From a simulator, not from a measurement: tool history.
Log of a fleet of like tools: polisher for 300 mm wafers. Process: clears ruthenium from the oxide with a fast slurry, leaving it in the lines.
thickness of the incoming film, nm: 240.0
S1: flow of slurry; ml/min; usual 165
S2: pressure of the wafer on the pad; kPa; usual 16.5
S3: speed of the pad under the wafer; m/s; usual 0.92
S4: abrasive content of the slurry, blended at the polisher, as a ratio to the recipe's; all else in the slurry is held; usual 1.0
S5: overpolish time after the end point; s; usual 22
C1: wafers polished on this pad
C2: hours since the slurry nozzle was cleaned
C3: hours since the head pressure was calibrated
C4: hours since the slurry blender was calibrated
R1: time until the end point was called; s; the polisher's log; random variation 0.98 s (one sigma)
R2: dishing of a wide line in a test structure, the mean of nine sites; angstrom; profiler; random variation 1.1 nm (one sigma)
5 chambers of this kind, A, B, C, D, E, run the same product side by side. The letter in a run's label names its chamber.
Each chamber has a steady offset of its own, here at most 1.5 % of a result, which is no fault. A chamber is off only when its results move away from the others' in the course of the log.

{"run": "1B", "hour": 7.2, "S1": 165, "S2": 16.5, "S3": 0.92, "S4": 1.0, "S5": 22, "C1": 1302, "C2": 316.3, "C3": 968.1, "C4": 33.4, "R1": 71.303, "R2": 574.44}
{"hour": 12.3, "done": "chamber A: head pressure recalibrated"}
{"run": "2C", "hour": 12.3, "S1": 165, "S2": 16.5, "S3": 0.92, "S4": 1.0, "S5": 22, "C1": 812, "C2": 81.7, "C3": 490.3, "C4": 69.5, "R1": 70.829, "R2": 571.86}
{"run": "3E", "hour": 23.5, "S1": 165, "S2": 16.5, "S3": 0.92, "S4": 1.0, "S5": 22, "C1": 721, "C2": 207.6, "C3": 595.2, "C4": 102.0, "R1": 73.121, "R2": 554.7}
{"hour": 28.7, "done": "chamber D: worn pad replaced by a new one"}
{"hour": 29.0, "done": "chamber E: slurry blender recalibrated"}
{"run": "4A", "hour": 31.9, "S1": 165, "S2": 16.5, "S3": 0.92, "S4": 1.0, "S5": 22, "C1": 658, "C2": 409.4, "C3": 19.6, "C4": 416.1, "R1": 72.408, "R2": 570.16}
{"hour": 35.3, "done": "chamber A: worn pad replaced by a new one"}
{"hour": 35.7, "done": "chamber E: worn pad replaced by a new one"}
{"hour": 36.6, "done": "chamber B: worn pad replaced by a new one"}
{"run": "5D", "hour": 43.2, "S1": 165, "S2": 16.5, "S3": 0.92, "S4": 1.0, "S5": 22, "C1": 149, "C2": 468.0, "C3": 514.8, "C4": 357.9, "R1": 71.449, "R2": 561.05}
{"run": "6A", "hour": 54.5, "S1": 165, "S2": 16.5, "S3": 0.92, "S4": 1.0, "S5": 22, "C1": 197, "C2": 432.0, "C3": 42.2, "C4": 438.7, "R1": 72.929, "R2": 568.89}
{"hour": 57.4, "done": "chamber A: slurry blender recalibrated"}
{"hour": 58.4, "done": "chamber C: worn pad replaced by a new one"}
{"run": "7B", "hour": 59.9, "S1": 165, "S2": 16.5, "S3": 0.92, "S4": 1.0, "S5": 22, "C1": 239, "C2": 369.0, "C3": 1020.8, "C4": 86.1, "R1": 72.177, "R2": 548.4}
{"run": "8C", "hour": 66.4, "S1": 165, "S2": 16.5, "S3": 0.92, "S4": 1.0, "S5": 22, "C1": 82, "C2": 135.8, "C3": 544.4, "C4": 123.6, "R1": 71.31, "R2": 568.74}
{"run": "9E", "hour": 76.2, "S1": 165, "S2": 16.5, "S3": 0.76, "S4": 1.0, "S5": 29, "C1": 415, "C2": 260.3, "C3": 647.9, "C4": 47.2, "R1": 89.315, "R2": 624.91}
{"hour": 77.3, "done": "chamber D: worn pad replaced by a new one"}
{"run": "10D", "hour": 86.1, "S1": 165, "S2": 16.5, "S3": 0.76, "S4": 1.0, "S5": 29, "C1": 90, "C2": 510.9, "C3": 557.7, "C4": 400.8, "R1": 88.65, "R2": 595.28}
{"hour": 90.2, "done": "chamber C: head pressure recalibrated"}
{"run": "11C", "hour": 94.9, "S1": 165, "S2": 16.5, "S3": 0.76, "S4": 1.0, "S5": 29, "C1": 374, "C2": 164.3, "C3": 4.8, "C4": 152.1, "R1": 76.58, "R2": 672.43}
{"hour": 102.1, "done": "chamber A: worn pad replaced by a new one"}
{"run": "12D", "hour": 104.7, "S1": 165, "S2": 16.5, "S3": 0.76, "S4": 1.0, "S5": 29, "C1": 281, "C2": 529.5, "C3": 576.3, "C4": 419.4, "R1": 87.545, "R2": 618.88}
{"run": "13B", "hour": 110.4, "S1": 165, "S2": 16.5, "S3": 0.76, "S4": 1.0, "S5": 29, "C1": 756, "C2": 419.5, "C3": 1071.3, "C4": 136.6, "R1": 87.583, "R2": 597.74}
{"hour": 114.4, "done": "chamber E: worn pad replaced by a new one"}
{"run": "14E", "hour": 116.1, "S1": 165, "S2": 16.5, "S3": 0.92, "S4": 0.7, "S5": 22, "C1": 17, "C2": 300.2, "C3": 687.8, "C4": 87.1, "R1": 85.33, "R2": 500.03}
{"hour": 120.3, "done": "chamber D: worn pad replaced by a new one"}
{"run": "15A", "hour": 121.5, "S1": 165, "S2": 16.5, "S3": 0.92, "S4": 0.7, "S5": 22, "C1": 199, "C2": 499.0, "C3": 109.2, "C4": 64.2, "R1": 84.979, "R2": 484.35}
{"run": "16D", "hour": 130.3, "S1": 165, "S2": 16.5, "S3": 0.92, "S4": 0.7, "S5": 22, "C1": 103, "C2": 555.1, "C3": 601.9, "C4": 445.0, "R1": 87.475, "R2": 481.38}
{"hour": 131.3, "done": "chamber C: slurry nozzle cleaned"}
{"hour": 136.2, "done": "chamber C: slurry blender recalibrated"}
{"run": "17C", "hour": 141.1, "S1": 165, "S2": 16.5, "S3": 0.92, "S4": 0.7, "S5": 22, "C1": 848, "C2": 9.8, "C3": 51.0, "C4": 5.0, "R1": 77.132, "R2": 513.81}
{"hour": 142.3, "done": "chamber E: slurry blender recalibrated"}
{"run": "18A", "hour": 150.0, "S1": 165, "S2": 16.5, "S3": 0.92, "S4": 0.7, "S5": 22, "C1": 491, "C2": 527.5, "C3": 137.7, "C4": 92.7, "R1": 87.467, "R2": 473.27}
{"run": "19B", "hour": 156.4, "S1": 165, "S2": 20.7, "S3": 0.92, "S4": 1.0, "S5": 22, "C1": 1228, "C2": 465.5, "C3": 1117.3, "C4": 182.6, "R1": 58.423, "R2": 679.37}
{"hour": 160.0, "done": "chamber B: worn pad replaced by a new one"}
{"run": "20E", "hour": 161.6, "S1": 165, "S2": 20.7, "S3": 0.92, "S4": 1.0, "S5": 22, "C1": 483, "C2": 345.7, "C3": 733.3, "C4": 19.4, "R1": 59.847, "R2": 673.78}
{"hour": 165.8, "done": "chamber A: worn pad replaced by a new one"}
{"run": "21E", "hour": 170.1, "S1": 165, "S2": 20.7, "S3": 0.92, "S4": 1.0, "S5": 22, "C1": 571, "C2": 354.2, "C3": 741.8, "C4": 27.9, "R1": 59.312, "R2": 689.37}
{"hour": 171.1, "done": "chamber B: slurry blender recalibrated"}
{"hour": 174.6, "done": "chamber D: worn pad replaced by a new one"}
{"run": "22D", "hour": 175.2, "S1": 165, "S2": 20.7, "S3": 0.92, "S4": 1.0, "S5": 22, "C1": 6, "C2": 600.0, "C3": 646.8, "C4": 489.9, "R1": 58.389, "R2": 706.48}
{"run": "23A", "hour": 183.9, "S1": 165, "S2": 20.7, "S3": 0.92, "S4": 1.0, "S5": 22, "C1": 185, "C2": 561.4, "C3": 171.6, "C4": 126.6, "R1": 58.608, "R2": 661.46}
{"hour": 188.5, "done": "chamber A: slurry nozzle cleaned"}
{"run": "24C", "hour": 191.2, "S1": 165, "S2": 16.5, "S3": 0.92, "S4": 1.0, "S5": 22, "C1": 1362, "C2": 59.9, "C3": 101.1, "C4": 55.1, "R1": 65.586, "R2": 620.25}
{"hour": 194.9, "done": "chamber E: worn pad replaced by a new one"}
{"hour": 195.8, "done": "chamber E: slurry nozzle cleaned"}
{"hour": 198.4, "done": "chamber B: head pressure recalibrated"}
{"hour": 200.5, "done": "chamber C: worn pad replaced by a new one"}
{"run": "25B", "hour": 201.5, "S1": 165, "S2": 16.5, "S3": 0.92, "S4": 0.8, "S5": 22, "C1": 426, "C2": 510.6, "C3": 3.1, "C4": 30.4, "R1": 81.015, "R2": 502.3}
{"run": "26D", "hour": 212.5, "S1": 165, "S2": 16.5, "S3": 0.92, "S4": 0.8, "S5": 22, "C1": 389, "C2": 637.3, "C3": 684.1, "C4": 527.2, "R1": 78.479, "R2": 507.94}
{"run": "27E", "hour": 221.7, "S1": 165, "S2": 16.5, "S3": 0.92, "S4": 0.8, "S5": 22, "C1": 275, "C2": 26.0, "C3": 793.4, "C4": 79.5, "R1": 81.287, "R2": 512.92}
{"run": "28B", "hour": 231.8, "S1": 165, "S2": 16.5, "S3": 0.92, "S4": 0.8, "S5": 22, "C1": 736, "C2": 540.9, "C3": 33.4, "C4": 60.7, "R1": 81.406, "R2": 529.7}
{"hour": 232.7, "done": "chamber A: worn pad replaced by a new one"}
{"run": "29C", "hour": 239.0, "S1": 165, "S2": 16.5, "S3": 0.92, "S4": 0.8, "S5": 22, "C1": 395, "C2": 107.7, "C3": 148.9, "C4": 102.9, "R1": 71.631, "R2": 580.38}
{"run": "30A", "hour": 248.0, "S1": 165, "S2": 16.5, "S3": 0.92, "S4": 1.0, "S5": 22, "C1": 157, "C2": 59.5, "C3": 235.7, "C4": 190.7, "R1": 71.438, "R2": 560.89}

Is one chamber off against the others, does the gauge drift, or is nothing wrong? If a chamber is off, say which, and what the likeliest cause is.

A service left chamber C off against the others.
Cause: head's pressure above its setpoint, % = 11.2.

Here are 4 candidates for chamber C's next run, each the usual settings with a change, their results left as question marks. Which one brings its results back in line with what the others give on the usual settings?
In line means no further than this from the other chambers' mean on the usual settings: R1 3.500 s; R2 38.00 angstrom
{"run": "31C-1", "hour": 256.2, "S1": 165, "S2": 16.5, "S3": 0.94, "S4": 1.0, "S5": 22, "R1": "?", "R2": "?"}
{"run": "31C-2", "hour": 256.2, "S1": 165, "S2": 16.5, "S3": 0.9, "S4": 1.0, "S5": 22, "R1": "?", "R2": "?"}
{"run": "31C-3", "hour": 256.2, "S1": 165, "S2": 15.9, "S3": 0.86, "S4": 1.0, "S5": 22, "R1": "?", "R2": "?"}
{"run": "31C-4", "hour": 256.2, "S1": 165, "S2": 17.2, "S3": 0.98, "S4": 1.0, "S5": 22, "R1": "?", "R2": "?"}

The other chambers' mean on the usual settings: R1 72.614 s; R2 563.11 angstrom
run=31C-1 R1=63.373 R2=628.26
run=31C-2 R1=66.162 R2=606.43
run=31C-3 R1=72.227 R2=563.76
run=31C-4 R1=58.369 R2=671.57
31C-3 brings the chamber back in line.
